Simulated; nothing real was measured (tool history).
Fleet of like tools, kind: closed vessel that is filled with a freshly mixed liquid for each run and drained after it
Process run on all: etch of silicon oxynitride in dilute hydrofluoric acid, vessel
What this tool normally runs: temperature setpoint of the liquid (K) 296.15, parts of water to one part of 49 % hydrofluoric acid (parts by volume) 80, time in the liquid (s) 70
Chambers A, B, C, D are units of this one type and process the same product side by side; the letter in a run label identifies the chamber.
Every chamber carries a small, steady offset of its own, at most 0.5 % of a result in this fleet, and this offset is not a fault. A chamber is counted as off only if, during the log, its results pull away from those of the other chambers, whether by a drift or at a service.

| run | hour | temperature setpoint of the liquid (K) | parts of water to one part of 49 % hydrofluoric acid (parts by volume) | time in the liquid (s) | hours since the thermometer was replaced | hours since the hydrofluoric acid flow meter was replaced | read-back film thickness of the silicon oxynitride reference wafer, read on the same gauge (nm) | thickness taken off the silicon oxynitride on a monitor wafer (nm) |
|---|---|---|---|---|---|---|---|---|
| 1C | 4.5 | 296.15 | 80 | 70 | 97.9 | 809.2 | 129.96 | 4.0973 |
| 2A | 10.8 | 296.15 | 80 | 70 | 85.5 | 533.7 | 130.01 | 4.0761 |
| 3D | 16.2 | 296.15 | 80 | 70 | 1326.7 | 1021.8 | 130.00 | 4.0799 |
| 4B | 19.9 | 296.15 | 80 | 70 | 420.0 | 1327.5 | 129.97 | 4.0718 |
| 5B | 25.4 | 296.15 | 80 | 70 | 425.5 | 1333.0 | 130.03 | 4.0826 |
| 6A | 31.6 | 296.15 | 80 | 70 | 106.3 | 554.5 | 130.01 | 4.0979 |
| 7C | 37.5 | 296.15 | 80 | 70 | 130.9 | 842.2 | 129.99 | 4.0766 |
| 8D | 43.0 | 296.15 | 80 | 70 | 1353.5 | 1048.6 | 130.01 | 4.0752 |
| 9A | 47.4 | 296.15 | 80 | 70 | 122.1 | 570.3 | 129.99 | 4.1346 |
| 10D | 53.4 | 296.15 | 80 | 70 | 1363.9 | 1059.0 | 129.97 | 4.0424 |
| 11C | 57.4 | 296.15 | 80 | 70 | 150.8 | 862.1 | 129.98 | 4.1066 |
| 12B | 60.5 | 296.15 | 80 | 70 | 460.6 | 1368.1 | 130.00 | 4.0740 |
| 13B | 65.0 | 296.15 | 80 | 70 | 465.1 | 1372.6 | 129.99 | 4.0865 |
| 14D | 70.8 | 296.15 | 80 | 70 | 1381.3 | 1076.4 | 130.00 | 4.1003 |
| 15C | 74.2 | 296.15 | 80 | 70 | 167.6 | 878.9 | 129.98 | 4.1720 |
| 16A | 78.6 | 296.15 | 80 | 70 | 153.3 | 601.5 | 129.98 | 4.0912 |
| 17D | 82.2 | 300.15 | 80 | 95 | 1392.7 | 1087.8 | 129.99 | 6.6973 |
| 18B | 85.2 | 300.15 | 80 | 95 | 485.3 | 1392.8 | 130.01 | 6.7627 |
| 19C | 91.6 | 300.15 | 80 | 95 | 185.0 | 896.3 | 130.01 | 6.7774 |
| 20A | 96.3 | 300.15 | 80 | 95 | 171.0 | 619.2 | 129.99 | 6.6720 |
| 21D | 100.2 | 296.15 | 80 | 70 | 1410.7 | 1105.8 | 130.00 | 4.0968 |
|  | 101.4 | chamber A: hydrofluoric acid flow meter replaced |
| 22C | 106.3 | 296.15 | 80 | 70 | 199.7 | 911.0 | 130.02 | 4.1901 |
| 23A | 111.9 | 296.15 | 80 | 70 | 186.6 | 10.6 | 129.99 | 4.0287 |
| 24B | 115.9 | 296.15 | 80 | 70 | 516.0 | 1423.5 | 130.03 | 4.0932 |
| 25C | 122.2 | 299.65 | 100 | 70 | 215.6 | 926.9 | 129.98 | 3.9330 |
| 26A | 127.8 | 299.65 | 100 | 70 | 202.5 | 26.5 | 130.00 | 3.7767 |
|  | 129.6 | chamber D: thermometer replaced |
| 27B | 134.1 | 299.65 | 100 | 70 | 534.2 | 1441.7 | 130.00 | 3.8076 |
| 28D | 138.8 | 299.65 | 100 | 70 | 9.3 | 1144.4 | 130.01 | 3.7581 |

Decide between three cases: one chamber stands off from its peers, the gauge reading all wafers drifts, or nothing is wrong past each chamber's small offset. Where a chamber is off, say which and what most likely put it there.

Little by little, chamber C moves away from the other chambers.
Most likely cause: liquid hotter than its thermometer reads (K) = 1.17.
The log may not tell that from: hydrofluoric acid flow above the setpoint (%).

Chamber C could run next with any of the 4 candidate recipes listed below; each alters the usual settings, and their results appear as question marks. Which one brings its results back in line with what the other chambers deliver on the usual settings?
In line means no further than this from the other chambers' mean on the usual settings: thickness taken off the silicon oxynitride on a monitor wafer (nm) 0.0780
| 29C-1 | 143.5 | 296.65 | 80 | 70 |  |  |  | ? |
| 29C-2 | 143.5 | 295.65 | 80 | 70 |  |  |  | ? |
| 29C-3 | 143.5 | 297.15 | 80 | 70 |  |  |  | ? |
| 29C-4 | 143.5 | 295.15 | 80 | 70 |  |  |  | ? |

Average result of the remaining chambers running the usual settings: thickness taken off the silicon oxynitride on a monitor wafer (nm) 4.0788
| run | thickness taken off the silicon oxynitride on a monitor wafer (nm) |
|---|---|
| 29C-1 | 4.4191 |
| 29C-2 | 4.2149 |
| 29C-3 | 4.5231 |
| 29C-4 | 4.1168 |
29C-4 brings the chamber back in line.
